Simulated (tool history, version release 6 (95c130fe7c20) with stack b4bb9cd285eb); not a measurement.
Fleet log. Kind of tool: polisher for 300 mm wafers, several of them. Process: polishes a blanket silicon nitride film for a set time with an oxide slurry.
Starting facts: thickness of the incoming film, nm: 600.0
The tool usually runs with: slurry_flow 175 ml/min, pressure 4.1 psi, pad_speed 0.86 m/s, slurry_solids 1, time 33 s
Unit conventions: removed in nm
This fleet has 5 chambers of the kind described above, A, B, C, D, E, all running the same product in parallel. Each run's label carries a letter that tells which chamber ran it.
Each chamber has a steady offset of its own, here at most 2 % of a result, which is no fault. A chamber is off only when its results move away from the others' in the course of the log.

| run | hour | slurry_flow | pressure | pad_speed | slurry_solids | time | wafers polished on this pad | hours since the slurry nozzle was cleaned | hours since the head pressure was calibrated | hours since the slurry blender was calibrated | hours since the conditioning disc was replaced | removed |
|---|---|---|---|---|---|---|---|---|---|---|---|---|
| 1D | 11.8 | 175 | 4.1 | 0.86 | 1 | 33 | 328 | 131.5 | 216.4 | 139.3 | 113.5 | 18.818 |
|  | 16.1 | chamber B: worn pad replaced by a new one |
| 2A | 21.2 | 175 | 4.1 | 0.86 | 1 | 33 | 841 | 324.7 | 1119.4 | 88.4 | 58.1 | 18.538 |
|  | 26 | chamber B: slurry blender recalibrated |
| 3C | 27.4 | 175 | 4.1 | 0.86 | 1 | 33 | 733 | 315.6 | 703.6 | 71.6 | 345.8 | 19.063 |
|  | 29.5 | chamber E: worn pad replaced by a new one |
|  | 33.8 | chamber C: conditioning disc replaced and pad reconditioned |
|  | 34.4 | chamber A: head pressure recalibrated |
| 4E | 35 | 175 | 4.1 | 0.86 | 1 | 33 | 85 | 144.3 | 229.3 | 207.6 | 48.3 | 19.35 |
|  | 37.4 | chamber C: slurry nozzle cleaned |
| 5B | 48.6 | 175 | 4.1 | 0.86 | 1 | 33 | 504 | 271.8 | 349.6 | 22.7 | 475.5 | 18.86 |
|  | 51.5 | chamber A: slurry nozzle cleaned |
|  | 56.4 | chamber B: slurry nozzle cleaned |
|  | 56.9 | chamber D: slurry blender recalibrated |
| 6C | 58.3 | 175 | 4.1 | 0.86 | 1 | 33 | 1211 | 20.9 | 734.5 | 102.5 | 24.5 | 19.072 |
|  | 62.8 | chamber C: head pressure recalibrated |
| 7D | 66.8 | 175 | 4.1 | 1.06 | 1.25 | 33 | 1180 | 186.5 | 271.4 | 10 | 168.5 | 24.918 |
| 8A | 79.7 | 175 | 4.1 | 1.06 | 1.25 | 33 | 1747 | 28.2 | 45.3 | 146.9 | 116.6 | 24.392 |
|  | 82.3 | chamber C: worn pad replaced by a new one |
|  | 82.8 | chamber D: worn pad replaced by a new one |
|  | 85.2 | chamber B: conditioning disc replaced and pad reconditioned |
| 9B | 85.9 | 175 | 4.1 | 1.06 | 1.25 | 33 | 1082 | 29.6 | 386.9 | 60 | 0.8 | 24.209 |
| 10E | 97.9 | 175 | 4.1 | 1.06 | 1.25 | 33 | 1060 | 207.2 | 292.2 | 270.5 | 111.2 | 25.546 |
| 11D | 105.5 | 175 | 4.1 | 1.06 | 1.25 | 33 | 353 | 225.2 | 310.1 | 48.7 | 207.2 | 24.975 |
|  | 109.8 | chamber B: worn pad replaced by a new one |
| 12C | 111.8 | 175 | 4.1 | 0.86 | 1 | 33 | 457 | 74.4 | 49 | 156 | 78 | 19.079 |
|  | 112.8 | chamber E: slurry blender recalibrated |
|  | 115.2 | chamber E: worn pad replaced by a new one |
| 13E | 125.7 | 175 | 4.1 | 0.86 | 1 | 33 | 163 | 235 | 320 | 12.9 | 139 | 18.969 |
| 14B | 133.9 | 175 | 4.1 | 0.86 | 1 | 33 | 373 | 77.6 | 434.9 | 108 | 48.8 | 18.413 |
|  | 142.3 | chamber C: slurry blender recalibrated |
|  | 145.6 | chamber D: head pressure recalibrated |
| 15A | 147.3 | 175 | 4.1 | 0.86 | 1 | 33 | 2795 | 95.8 | 112.9 | 214.5 | 184.2 | 18.751 |
| 16B | 157.2 | 175 | 4.1 | 0.86 | 1 | 33 | 734 | 100.9 | 458.2 | 131.3 | 72.1 | 19.036 |
| 17E | 166.8 | 175 | 3.2 | 0.76 | 1 | 33 | 800 | 276.1 | 361.1 | 54 | 180.1 | 13.505 |
|  | 170.9 | chamber D: worn pad replaced by a new one |
| 18D | 179.5 | 175 | 3.2 | 0.76 | 1 | 33 | 133 | 299.2 | 33.9 | 122.7 | 281.2 | 13.403 |
|  | 185.9 | chamber B: worn pad replaced by a new one |
| 19C | 187.7 | 175 | 3.2 | 0.76 | 1 | 33 | 1633 | 150.3 | 124.9 | 45.4 | 153.9 | 13.46 |
|  | 189.6 | chamber C: worn pad replaced by a new one |
| 20A | 195.8 | 175 | 3.2 | 0.76 | 1 | 33 | 3546 | 144.3 | 161.4 | 263 | 232.7 | 13.362 |
| 21D | 207.1 | 175 | 3.2 | 0.76 | 1 | 33 | 561 | 326.8 | 61.5 | 150.3 | 308.8 | 13.236 |
|  | 208.2 | chamber E: conditioning disc replaced and pad reconditioned |
|  | 211.8 | chamber E: worn pad replaced by a new one |
| 22B | 214.8 | 215 | 4.1 | 0.86 | 0.85 | 33 | 448 | 158.5 | 515.8 | 188.9 | 129.7 | 18.152 |
| 23A | 221.1 | 215 | 4.1 | 0.86 | 0.85 | 33 | 3938 | 169.6 | 186.7 | 288.3 | 258 | 17.653 |
|  | 228.6 | chamber D: slurry blender recalibrated |
| 24E | 229.8 | 215 | 4.1 | 0.86 | 0.85 | 33 | 280 | 339.1 | 424.1 | 117 | 21.6 | 18.662 |
| 25C | 239.1 | 215 | 4.1 | 0.86 | 0.85 | 33 | 767 | 201.7 | 176.3 | 96.8 | 205.3 | 17.91 |
|  | 247.4 | chamber D: worn pad replaced by a new one |
| 26A | 252.1 | 215 | 4.1 | 0.86 | 0.85 | 33 | 4419 | 200.6 | 217.7 | 319.3 | 289 | 17.879 |
| 27C | 264 | 175 | 4.1 | 0.86 | 1 | 33 | 1153 | 226.6 | 201.2 | 121.7 | 230.2 | 19.184 |
|  | 264.5 | chamber D: conditioning disc replaced and pad reconditioned |
|  | 274.1 | chamber B: worn pad replaced by a new one |
| 28B | 275.1 | 175 | 4.1 | 0.86 | 1 | 33 | 16 | 218.8 | 576.1 | 249.2 | 190 | 18.94 |
|  | 276.5 | chamber A: conditioning disc replaced and pad reconditioned |
|  | 283.5 | chamber C: worn pad replaced by a new one |
| 29E | 288.5 | 175 | 4.1 | 0.86 | 1 | 33 | 1189 | 397.8 | 482.8 | 175.7 | 80.3 | 19.166 |
|  | 294.5 | chamber E: worn pad replaced by a new one |
| 30D | 300.4 | 175 | 4.1 | 0.86 | 1 | 33 | 821 | 420.1 | 154.8 | 71.8 | 36 | 18.556 |
| 31E | 306.8 | 175 | 4.1 | 0.86 | 1 | 33 | 190 | 416.1 | 501.1 | 194 | 98.6 | 19.263 |
| 32C | 316.4 | 175 | 4.1 | 0.86 | 1 | 33 | 510 | 279 | 253.6 | 174.1 | 282.6 | 19.019 |
| 33B | 330.5 | 175 | 4.1 | 0.86 | 1 | 33 | 874 | 274.2 | 631.5 | 304.6 | 245.4 | 18.6 |
|  | 332.2 | chamber D: worn pad replaced by a new one |
|  | 341.7 | chamber C: slurry blender recalibrated |
| 34A | 343.7 | 175 | 4.1 | 0.86 | 1 | 33 | 5838 | 292.2 | 309.3 | 410.9 | 67.3 | 18.342 |
| 35D | 351.6 | 175 | 4.1 | 0.86 | 1 | 33 | 300 | 471.3 | 206 | 123 | 87.2 | 18.84 |
|  | 353.2 | chamber A: slurry nozzle cleaned |
| 36B | 364.9 | 175 | 4.1 | 0.86 | 1 | 33 | 1407 | 308.6 | 665.9 | 339 | 279.8 | 19.066 |
|  | 367.8 | chamber C: worn pad replaced by a new one |
|  | 368.1 | chamber B: worn pad replaced by a new one |
|  | 373.1 | chamber B: slurry nozzle cleaned |
|  | 375.3 | chamber C: slurry nozzle cleaned |
| 37D | 378.4 | 145 | 4.6 | 0.86 | 1 | 33 | 715 | 498.1 | 232.8 | 149.8 | 114 | 20.65 |
|  | 384.9 | chamber A: slurry blender recalibrated |
|  | 385.8 | chamber E: worn pad replaced by a new one |
| 38E | 388.8 | 145 | 4.6 | 0.86 | 1 | 33 | 47 | 498.1 | 583.1 | 276 | 180.6 | 20.901 |
| 39C | 394.9 | 145 | 4.6 | 0.86 | 1 | 33 | 421 | 19.7 | 332.1 | 53.3 | 361.1 | 20.71 |
|  | 406.3 | chamber E: conditioning disc replaced and pad reconditioned |
| 40A | 406.6 | 145 | 4.6 | 0.86 | 1 | 33 | 6813 | 53.5 | 372.2 | 21.8 | 130.2 | 19.708 |
| 41B | 419.8 | 145 | 4.6 | 0.86 | 1 | 33 | 801 | 46.8 | 720.8 | 393.9 | 334.7 | 20.572 |
|  | 420 | chamber D: worn pad replaced by a new one |
|  | 421.6 | chamber D: slurry blender recalibrated |
|  | 425.7 | chamber E: slurry blender recalibrated |
| 42A | 426.4 | 175 | 4.1 | 0.86 | 1 | 33 | 7120 | 73.3 | 392 | 41.6 | 150 | 17.838 |
| 43D | 438.6 | 175 | 4.1 | 0.86 | 1 | 33 | 288 | 558.3 | 293 | 17 | 174.2 | 18.547 |
| 44E | 446.3 | 155 | 4.1 | 0.86 | 1 | 25 | 938 | 555.6 | 640.6 | 20.6 | 40 | 14.498 |

Each of the 5 chambers runs these same settings next. Fill in every chamber's results:
| 45A | 456.5 | 175 | 4.1 | 0.86 | 1 | 33 |  |  |  |  |  | ? |
| 45B | 456.5 | 175 | 4.1 | 0.86 | 1 | 33 |  |  |  |  |  | ? |
| 45C | 456.5 | 175 | 4.1 | 0.86 | 1 | 33 |  |  |  |  |  | ? |
| 45D | 456.5 | 175 | 4.1 | 0.86 | 1 | 33 |  |  |  |  |  | ? |
| 45E | 456.5 | 175 | 4.1 | 0.86 | 1 | 33 |  |  |  |  |  | ? |

| run | removed |
|---|---|
| 45A | 18.121 |
| 45B | 19.11 |
| 45C | 19.097 |
| 45D | 19.008 |
| 45E | 19.24 |
